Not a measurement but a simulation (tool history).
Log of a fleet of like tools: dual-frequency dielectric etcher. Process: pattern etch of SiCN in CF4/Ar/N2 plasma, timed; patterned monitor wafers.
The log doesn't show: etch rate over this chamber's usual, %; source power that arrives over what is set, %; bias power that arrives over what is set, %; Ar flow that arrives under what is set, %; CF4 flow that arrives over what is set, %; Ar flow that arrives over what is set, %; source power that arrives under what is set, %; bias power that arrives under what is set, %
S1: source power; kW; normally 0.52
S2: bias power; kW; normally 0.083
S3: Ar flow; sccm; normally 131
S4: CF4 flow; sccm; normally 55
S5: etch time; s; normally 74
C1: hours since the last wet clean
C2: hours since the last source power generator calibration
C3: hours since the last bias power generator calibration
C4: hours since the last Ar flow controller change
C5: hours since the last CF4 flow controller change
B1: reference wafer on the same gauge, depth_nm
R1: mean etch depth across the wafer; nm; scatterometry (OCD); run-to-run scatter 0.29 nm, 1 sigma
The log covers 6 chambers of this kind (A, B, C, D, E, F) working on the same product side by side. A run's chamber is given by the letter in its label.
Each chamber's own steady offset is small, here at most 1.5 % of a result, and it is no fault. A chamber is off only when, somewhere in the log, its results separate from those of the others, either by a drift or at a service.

Run 1B, hour 12.1: usual settings; C1 187.4; C2 2585.6; C3 3116.6; C4 1376.5; C5 1244.2; B1 77.834. Result: R1 70.107 nm.
At hour 16.1: chamber A: wet clean of the chamber.
Run 2D, hour 19.9: usual settings; C1 92.6; C2 1931; C3 936.4; C4 362.9; C5 47.7; B1 77.82. Result: R1 70.25 nm.
Run 3C, hour 28.7: usual settings; C1 430.5; C2 2049.3; C3 566.7; C4 1322.2; C5 101; B1 77.938. Result: R1 70.081 nm.
At hour 33.3: chamber F: wet clean of the chamber.
Run 4A, hour 39.4: usual settings; C1 23.3; C2 158.1; C3 3239.6; C4 2330.2; C5 1105; B1 77.918. Result: R1 69.733 nm.
Run 5F, hour 48.3: usual settings; C1 15.1; C2 2097.9; C3 2863; C4 4011.5; C5 2052.8; B1 77.874. Result: R1 70.044 nm.
At hour 54.4: chamber E: CF4 flow controller replaced.
Run 6E, hour 58.1: usual settings; C1 280.4; C2 3793.5; C3 269.2; C4 693; C5 3.7; B1 78.021. Result: R1 71.111 nm.
Run 7A, hour 64.1: usual settings; C1 48; C2 182.8; C3 3264.3; C4 2354.9; C5 1129.7; B1 77.867. Result: R1 70.107 nm.
Run 8C, hour 69.6: usual settings; C1 471.4; C2 2090.2; C3 607.6; C4 1363.1; C5 141.9; B1 77.869. Result: R1 70.388 nm.
Run 9E, hour 80.8: usual settings but S1 0.6 kW; C1 303.1; C2 3816.2; C3 291.9; C4 715.7; C5 26.4; B1 77.898. Result: R1 80.756 nm.
Run 10D, hour 89.5: usual settings but S1 0.6 kW; C1 162.2; C2 2000.6; C3 1006; C4 432.5; C5 117.3; B1 77.925. Result: R1 79.236 nm.
Run 11F, hour 98.4: usual settings but S1 0.6 kW; C1 65.2; C2 2148; C3 2913.1; C4 4061.6; C5 2102.9; B1 77.866. Result: R1 79.287 nm.
Run 12B, hour 105.5: usual settings but S1 0.6 kW; C1 280.8; C2 2679; C3 3210; C4 1469.9; C5 1337.6; B1 77.88. Result: R1 79.887 nm.
Run 13B, hour 114.9: usual settings but S1 0.6 kW; C1 290.2; C2 2688.4; C3 3219.4; C4 1479.3; C5 1347; B1 77.865. Result: R1 79.405 nm.
Run 14C, hour 123.3: usual settings but S1 0.6 kW; C1 525.1; C2 2143.9; C3 661.3; C4 1416.8; C5 195.6; B1 77.906. Result: R1 79.1 nm.
Run 15F, hour 131.4: usual settings; C1 98.2; C2 2181; C3 2946.1; C4 4094.6; C5 2135.9; B1 77.905. Result: R1 69.756 nm.
Run 16A, hour 136.8: usual settings; C1 120.7; C2 255.5; C3 3337; C4 2427.6; C5 1202.4; B1 77.791. Result: R1 70.05 nm.
Run 17D, hour 148.2: usual settings; C1 220.9; C2 2059.3; C3 1064.7; C4 491.2; C5 176; B1 77.876. Result: R1 70.61 nm.
Run 18E, hour 157.4: usual settings; C1 379.7; C2 3892.8; C3 368.5; C4 792.3; C5 103; B1 77.845. Result: R1 71.117 nm.
Run 19A, hour 164.1: usual settings; C1 148; C2 282.8; C3 3364.3; C4 2454.9; C5 1229.7; B1 77.898. Result: R1 70.389 nm.
Run 20E, hour 170: usual settings; C1 392.3; C2 3905.4; C3 381.1; C4 804.9; C5 115.6; B1 77.818. Result: R1 71.12 nm.
Run 21F, hour 176.8: usual settings; C1 143.6; C2 2226.4; C3 2991.5; C4 4140; C5 2181.3; B1 77.9. Result: R1 69.797 nm.
Run 22B, hour 182.8: usual settings; C1 358.1; C2 2756.3; C3 3287.3; C4 1547.2; C5 1414.9; B1 77.915. Result: R1 70.234 nm.
Run 23D, hour 190.5: usual settings; C1 263.2; C2 2101.6; C3 1107; C4 533.5; C5 218.3; B1 77.875. Result: R1 70.304 nm.
Run 24C, hour 200.9: usual settings; C1 602.7; C2 2221.5; C3 738.9; C4 1494.4; C5 273.2; B1 77.892. Result: R1 70.197 nm.
At hour 207.5: chamber C: wet clean of the chamber.
Run 25B, hour 212.9: usual settings; C1 388.2; C2 2786.4; C3 3317.4; C4 1577.3; C5 1445; B1 77.952. Result: R1 69.977 nm.
Run 26C, hour 220.6: usual settings; C1 13.1; C2 2241.2; C3 758.6; C4 1514.1; C5 292.9; B1 77.837. Result: R1 73.131 nm.
Run 27A, hour 231.2: usual settings; C1 215.1; C2 349.9; C3 3431.4; C4 2522; C5 1296.8; B1 77.831. Result: R1 70.037 nm.
Run 28D, hour 241: usual settings; C1 313.7; C2 2152.1; C3 1157.5; C4 584; C5 268.8; B1 77.943. Result: R1 70.495 nm.
Run 29F, hour 248.7: usual settings but S2 0.095 kW, S3 121 sccm; C1 215.5; C2 2298.3; C3 3063.4; C4 4211.9; C5 2253.2; B1 77.876. Result: R1 74.673 nm.
Run 30E, hour 259.7: usual settings but S2 0.095 kW, S3 121 sccm; C1 482; C2 3995.1; C3 470.8; C4 894.6; C5 205.3; B1 77.913. Result: R1 75.41 nm.
Run 31A, hour 269: usual settings but S2 0.095 kW, S3 121 sccm; C1 252.9; C2 387.7; C3 3469.2; C4 2559.8; C5 1334.6; B1 77.87. Result: R1 74.706 nm.
Run 32B, hour 278.9: usual settings but S2 0.095 kW, S3 121 sccm; C1 454.2; C2 2852.4; C3 3383.4; C4 1643.3; C5 1511; B1 77.891. Result: R1 75.097 nm.
At hour 288.4: chamber E: wet clean of the chamber.
Run 33C, hour 290.3: usual settings but S2 0.095 kW, S3 121 sccm; C1 82.8; C2 2310.9; C3 828.3; C4 1583.8; C5 362.6; B1 77.868. Result: R1 76.834 nm.
Run 34E, hour 298.4: usual settings but S2 0.095 kW, S3 121 sccm; C1 10; C2 4033.8; C3 509.5; C4 933.3; C5 244; B1 77.882. Result: R1 75.799 nm.
At hour 302.2: chamber F: CF4 flow controller replaced.
Run 35D, hour 310.4: usual settings; C1 383.1; C2 2221.5; C3 1226.9; C4 653.4; C5 338.2; B1 77.893. Result: R1 70.7 nm.
Run 36F, hour 321.7: usual settings; C1 288.5; C2 2371.3; C3 3136.4; C4 4284.9; C5 19.5; B1 77.942. Result: R1 69.514 nm.
Run 37F, hour 331.3: usual settings but S4 64 sccm, S5 60 s; C1 298.1; C2 2380.9; C3 3146; C4 4294.5; C5 29.1; B1 77.907. Result: R1 57.691 nm.
At hour 338: chamber B: bias power generator calibrated.
Run 38C, hour 342.5: usual settings but S4 64 sccm, S5 60 s; C1 135; C2 2363.1; C3 880.5; C4 1636; C5 414.8; B1 77.948. Result: R1 60.905 nm.
Run 39E, hour 348.2: usual settings but S4 64 sccm, S5 60 s; C1 59.8; C2 4083.6; C3 559.3; C4 983.1; C5 293.8; B1 77.947. Result: R1 58.564 nm.
Run 40B, hour 356.9: usual settings but S4 64 sccm, S5 60 s; C1 532.2; C2 2930.4; C3 19; C4 1721.3; C5 1589; B1 77.881. Result: R1 58.054 nm.
Run 41D, hour 367.6: usual settings but S4 64 sccm, S5 60 s; C1 440.3; C2 2278.7; C3 1284.1; C4 710.6; C5 395.4; B1 77.878. Result: R1 58.577 nm.

Next, all 6 chambers run the settings below, one line each with question marks for the results. What does each chamber give?
Run 42A, hour 376.4: usual settings but S1 0.48 kW. Result: R1 ?.
Run 42B, hour 376.4: usual settings but S1 0.48 kW. Result: R1 ?.
Run 42C, hour 376.4: usual settings but S1 0.48 kW. Result: R1 ?.
Run 42D, hour 376.4: usual settings but S1 0.48 kW. Result: R1 ?.
Run 42E, hour 376.4: usual settings but S1 0.48 kW. Result: R1 ?.
Run 42F, hour 376.4: usual settings but S1 0.48 kW. Result: R1 ?.

run      R1
42A  65.115
42B   65.71
42C  68.091
42D      65
42E  66.584
42F  64.843

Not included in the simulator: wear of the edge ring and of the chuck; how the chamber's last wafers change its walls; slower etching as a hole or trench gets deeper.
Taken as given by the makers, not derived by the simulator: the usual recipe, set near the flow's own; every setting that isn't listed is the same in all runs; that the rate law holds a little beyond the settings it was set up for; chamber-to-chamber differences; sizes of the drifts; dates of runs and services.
